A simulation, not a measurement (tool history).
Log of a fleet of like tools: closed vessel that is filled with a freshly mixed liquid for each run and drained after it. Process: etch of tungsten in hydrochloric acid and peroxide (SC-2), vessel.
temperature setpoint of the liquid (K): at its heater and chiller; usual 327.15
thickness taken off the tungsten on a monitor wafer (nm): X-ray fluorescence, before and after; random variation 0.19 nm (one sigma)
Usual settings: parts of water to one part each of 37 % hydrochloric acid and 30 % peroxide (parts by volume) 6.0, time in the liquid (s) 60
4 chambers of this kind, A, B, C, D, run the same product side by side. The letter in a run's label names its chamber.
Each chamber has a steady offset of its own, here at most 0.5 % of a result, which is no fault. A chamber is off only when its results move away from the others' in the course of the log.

run,hour,temperature setpoint of the liquid (K),parts of water to one part each of 37 % hydrochloric acid and 30 % peroxide (parts by volume),time in the liquid (s),"read-back film thickness of the tungsten reference wafer, read on the same gauge (nm)",thickness taken off the tungsten on a monitor wafer (nm)
1C,9.7,327.15,6.0,60,59.984,28.909
2A,17.9,327.15,6.0,60,60.011,29.345
3B,29.8,327.15,6.0,60,59.994,29.408
4D,37.9,327.15,6.0,60,60.032,29.080
5B,47.3,327.15,6.0,60,59.986,29.078
6D,55.9,327.15,6.0,60,59.984,29.286
7A,62.5,327.15,6.0,75,60.003,36.390
8C,71.5,327.15,6.0,75,59.967,36.595
9A,79.4,327.15,6.0,75,60.002,36.313
10D,88.4,327.15,6.0,75,59.981,36.471
11C,101.5,327.15,6.0,60,59.994,28.956
12B,114.2,327.15,6.0,60,60.003,28.934
13A,126.6,327.15,6.0,60,60.014,28.968
14C,132.2,327.15,6.0,60,60.005,29.049
15D,143.7,327.15,6.0,60,59.998,28.836
16B,151.9,327.15,6.0,60,60.004,28.908
17A,161.1,327.15,6.0,60,60.008,29.128
18D,171.2,327.15,6.0,60,59.963,29.398
# hour 172.7: chamber C: new drum of peroxide connected
19C,177.0,327.15,6.0,60,60.020,28.974
# hour 183.6: chamber D: chemicals flow meter replaced
20B,187.3,327.15,6.0,60,59.998,29.302
21B,195.6,327.15,6.0,60,60.010,29.059
22D,205.1,327.15,6.0,60,60.005,29.385
23A,216.2,327.15,6.0,60,60.003,28.829
24C,228.9,327.15,6.0,60,60.011,28.754
25B,239.3,327.15,6.0,60,59.996,28.725
26D,248.1,327.15,6.0,60,60.012,29.257
27C,258.8,327.15,6.0,85,60.020,40.995

Next, every chamber runs the same settings. What will each give?
28A,268.2,327.15,4.5,60,,?
28B,268.2,327.15,4.5,60,,?
28C,268.2,327.15,4.5,60,,?
28D,268.2,327.15,4.5,60,,?

run,thickness taken off the tungsten on a monitor wafer (nm)
28A,35.961
28B,35.949
28C,35.764
28D,35.913
